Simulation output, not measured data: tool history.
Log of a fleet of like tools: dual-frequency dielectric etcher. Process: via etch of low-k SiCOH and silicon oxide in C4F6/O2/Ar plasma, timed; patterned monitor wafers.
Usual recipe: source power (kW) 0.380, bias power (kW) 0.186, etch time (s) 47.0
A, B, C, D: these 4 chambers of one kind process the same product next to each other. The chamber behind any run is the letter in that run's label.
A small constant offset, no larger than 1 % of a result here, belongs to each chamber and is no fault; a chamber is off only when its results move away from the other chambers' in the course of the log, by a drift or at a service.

run   hour  source power (kW)  bias power (kW)  etch time (s)  read-back reference wafer on the same gauge, depth_nm  mean etch depth across the wafer (angstrom)
       7.4  -- chamber A: bias power generator calibrated
 1A   10.6              0.380            0.186           47.0                                                 112.98                                      1098.00
 2C   18.2              0.380            0.186           47.0                                                 112.92                                      1091.60
 3B   27.3              0.380            0.186           47.0                                                 113.04                                      1087.90
      32.0  -- chamber B: wet clean of the chamber
 4D   33.0              0.380            0.186           47.0                                                 112.97                                      1100.30
 5A   43.7              0.380            0.186           47.0                                                 113.09                                      1101.30
 6D   51.8              0.380            0.186           47.0                                                 113.05                                      1106.60
 7C   61.2              0.380            0.186           47.0                                                 112.93                                      1097.90
 8B   68.9              0.380            0.186           47.0                                                 113.12                                      1091.30
 9B   74.6              0.380            0.186           58.0                                                 112.95                                      1362.10
10C   84.8              0.380            0.186           58.0                                                 113.08                                      1346.80
11A   91.3              0.380            0.186           58.0                                                 112.99                                      1359.30
12D  102.1              0.380            0.186           58.0                                                 112.97                                      1362.20
13A  110.2              0.380            0.186           47.0                                                 112.91                                      1102.30
14B  116.9              0.290            0.206           47.0                                                 113.12                                      1020.20
15D  122.6              0.290            0.206           47.0                                                 112.96                                      1029.80
     124.0  -- chamber C: wet clean of the chamber
16C  130.2              0.290            0.206           47.0                                                 112.98                                       990.15
17C  137.5              0.290            0.206           47.0                                                 112.94                                       978.13
18B  143.5              0.380            0.143           56.5                                                 113.00                                      1206.50
19A  148.8              0.380            0.143           56.5                                                 112.97                                      1218.50
     154.0  -- chamber D: wet clean of the chamber
20D  155.2              0.380            0.143           56.5                                                 112.99                                      1221.70
21A  165.3              0.380            0.143           56.5                                                 113.02                                      1219.50
22C  175.5              0.380            0.186           47.0                                                 112.97                                      1054.60
23B  182.8              0.310            0.186           47.0                                                 113.02                                      1014.80
24D  191.6              0.310            0.186           47.0                                                 112.95                                      1021.10
25A  196.7              0.310            0.186           47.0                                                 113.08                                      1016.90
26C  202.7              0.310            0.186           47.0                                                 113.01                                       970.64
27D  208.7              0.380            0.186           33.5                                                 112.99                                       785.00

Does one chamber stand apart from the rest, does the shared gauge drift, or is all well apart from small per-chamber offsets? Give the chamber and the most likely cause, where there is one.

After it was serviced, chamber C no longer matches the other chambers.
Likeliest cause: etch rate under this chamber's usual, % = 3.77.

Here are 4 candidates for chamber C's next run, each the usual settings with a change, their results left as question marks. Which one brings its results back in line with what the others give on the usual settings?
Allowed miss from the other chambers' usual-settings mean, per result, to count as in line: mean etch depth across the wafer (angstrom) 19.00
28C-1  216.5              0.380            0.186           51.0                                                                                                   ?
28C-2  216.5              0.380            0.186           45.0                                                                                                   ?
28C-3  216.5              0.370            0.183           44.0                                                                                                   ?
28C-4  216.5              0.380            0.188           49.0                                                                                                   ?

Other chambers, usual settings, mean: mean etch depth across the wafer (angstrom) 1100.30
  run  mean etch depth across the wafer (angstrom)
28C-1                                      1141.70
28C-2                                      1007.40
28C-3                                       969.96
28C-4                                      1100.70
The right change is 28C-4: it brings the chamber back within the allowed miss of the others.

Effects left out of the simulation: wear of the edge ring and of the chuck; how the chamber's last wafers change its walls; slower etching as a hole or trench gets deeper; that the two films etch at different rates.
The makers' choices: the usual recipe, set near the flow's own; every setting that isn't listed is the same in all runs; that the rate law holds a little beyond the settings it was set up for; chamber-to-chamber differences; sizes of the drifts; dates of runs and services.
